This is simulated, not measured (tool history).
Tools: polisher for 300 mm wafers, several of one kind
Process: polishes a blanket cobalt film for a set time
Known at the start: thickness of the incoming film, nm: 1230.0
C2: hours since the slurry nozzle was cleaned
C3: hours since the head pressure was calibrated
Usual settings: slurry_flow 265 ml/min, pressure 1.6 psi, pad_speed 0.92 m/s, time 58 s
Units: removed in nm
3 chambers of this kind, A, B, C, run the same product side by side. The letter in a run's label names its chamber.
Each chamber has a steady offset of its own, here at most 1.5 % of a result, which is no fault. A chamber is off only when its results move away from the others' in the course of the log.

run 1B hour=3.6 | slurry_flow=265 pressure=1.6 pad_speed=0.92 time=58 | wafers_polished_on_this_pad=1132 C2=667.9 C3=116.3 | removed=229.84
run 2C hour=7.1 | slurry_flow=265 pressure=1.6 pad_speed=0.92 time=58 | wafers_polished_on_this_pad=232 C2=14.4 C3=148.3 | removed=225.44
run 3A hour=11.4 | slurry_flow=265 pressure=1.6 pad_speed=0.92 time=58 | wafers_polished_on_this_pad=143 C2=204 C3=174.3 | removed=226.7
run 4B hour=14.9 | slurry_flow=265 pressure=1.6 pad_speed=0.92 time=58 | wafers_polished_on_this_pad=1272 C2=679.2 C3=127.6 | removed=228.15
run 5A hour=18 | slurry_flow=265 pressure=1.6 pad_speed=0.92 time=58 | wafers_polished_on_this_pad=224 C2=210.6 C3=180.9 | removed=232.05
-- hour=20.5 chamber B: worn pad replaced by a new one
run 6C hour=20.6 | slurry_flow=265 pressure=1.6 pad_speed=0.92 time=58 | wafers_polished_on_this_pad=398 C2=27.9 C3=161.8 | removed=226.15
run 7B hour=24.8 | slurry_flow=265 pressure=1.6 pad_speed=0.92 time=58 | wafers_polished_on_this_pad=53 C2=689.1 C3=137.5 | removed=224.67
run 8A hour=27.3 | slurry_flow=265 pressure=1.6 pad_speed=0.92 time=58 | wafers_polished_on_this_pad=339 C2=219.9 C3=190.2 | removed=233.47
run 9C hour=31.1 | slurry_flow=265 pressure=1.6 pad_speed=1.12 time=58 | wafers_polished_on_this_pad=528 C2=38.4 C3=172.3 | removed=278.89
-- hour=31.3 chamber C: worn pad replaced by a new one
run 10B hour=33.6 | slurry_flow=265 pressure=1.6 pad_speed=1.12 time=58 | wafers_polished_on_this_pad=162 C2=697.9 C3=146.3 | removed=279.34
run 11A hour=36.3 | slurry_flow=265 pressure=1.6 pad_speed=1.12 time=58 | wafers_polished_on_this_pad=450 C2=228.9 C3=199.2 | removed=274.19
run 12C hour=40.2 | slurry_flow=265 pressure=1.6 pad_speed=0.92 time=58 | wafers_polished_on_this_pad=109 C2=47.5 C3=181.4 | removed=230.65
run 13A hour=44.3 | slurry_flow=265 pressure=1.6 pad_speed=0.92 time=58 | wafers_polished_on_this_pad=548 C2=236.9 C3=207.2 | removed=230.02
run 14B hour=47.9 | slurry_flow=265 pressure=1.6 pad_speed=0.92 time=58 | wafers_polished_on_this_pad=338 C2=712.2 C3=160.6 | removed=228.22
run 15C hour=50 | slurry_flow=265 pressure=1.6 pad_speed=0.92 time=58 | wafers_polished_on_this_pad=230 C2=57.3 C3=191.2 | removed=223.5
run 16C hour=53.4 | slurry_flow=265 pressure=1.6 pad_speed=0.92 time=58 | wafers_polished_on_this_pad=272 C2=60.7 C3=194.6 | removed=233.87
-- hour=55.3 chamber A: slurry nozzle cleaned
run 17A hour=55.5 | slurry_flow=265 pressure=1.6 pad_speed=0.92 time=58 | wafers_polished_on_this_pad=686 C2=0.2 C3=218.4 | removed=231.51
run 18B hour=58.1 | slurry_flow=265 pressure=1.6 pad_speed=0.92 time=58 | wafers_polished_on_this_pad=464 C2=722.4 C3=170.8 | removed=233.36
run 19A hour=60.4 | slurry_flow=265 pressure=1.6 pad_speed=0.92 time=58 | wafers_polished_on_this_pad=747 C2=5.1 C3=223.3 | removed=226.54
run 20C hour=64 | slurry_flow=265 pressure=2.2 pad_speed=0.78 time=58 | wafers_polished_on_this_pad=403 C2=71.3 C3=205.2 | removed=262.2
run 21B hour=67.8 | slurry_flow=265 pressure=2.2 pad_speed=0.78 time=58 | wafers_polished_on_this_pad=583 C2=732.1 C3=180.5 | removed=258.98
run 22A hour=70.1 | slurry_flow=265 pressure=2.2 pad_speed=0.78 time=58 | wafers_polished_on_this_pad=866 C2=14.8 C3=233 | removed=267.61
-- hour=72.9 chamber A: worn pad replaced by a new one
run 23B hour=74.1 | slurry_flow=265 pressure=1.6 pad_speed=0.92 time=58 | wafers_polished_on_this_pad=661 C2=738.4 C3=186.8 | removed=228.14
run 24C hour=76 | slurry_flow=170 pressure=1.6 pad_speed=0.92 time=58 | wafers_polished_on_this_pad=551 C2=83.3 C3=217.2 | removed=214.11
-- hour=79.5 chamber C: worn pad replaced by a new one
run 25B hour=80.3 | slurry_flow=170 pressure=1.6 pad_speed=0.92 time=58 | wafers_polished_on_this_pad=737 C2=744.6 C3=193 | removed=213.85
run 26A hour=84.6 | slurry_flow=170 pressure=1.6 pad_speed=0.92 time=58 | wafers_polished_on_this_pad=145 C2=29.3 C3=247.5 | removed=220.54
run 27C hour=87.1 | slurry_flow=265 pressure=1.6 pad_speed=0.92 time=58 | wafers_polished_on_this_pad=94 C2=94.4 C3=228.3 | removed=228.6
run 28B hour=90.7 | slurry_flow=335 pressure=1.6 pad_speed=0.92 time=58 | wafers_polished_on_this_pad=866 C2=755 C3=203.4 | removed=232.73
run 29C hour=92.9 | slurry_flow=335 pressure=1.6 pad_speed=0.92 time=58 | wafers_polished_on_this_pad=165 C2=100.2 C3=234.1 | removed=228.93

All 3 chambers run these settings next. Forecast each chamber's results:
run 30A hour=96.1 | slurry_flow=315 pressure=1.6 pad_speed=0.92 time=58 | removed=?
run 30B hour=96.1 | slurry_flow=315 pressure=1.6 pad_speed=0.92 time=58 | removed=?
run 30C hour=96.1 | slurry_flow=315 pressure=1.6 pad_speed=0.92 time=58 | removed=?

run=30A removed=237.42
run=30B removed=232.03
run=30C removed=225.04
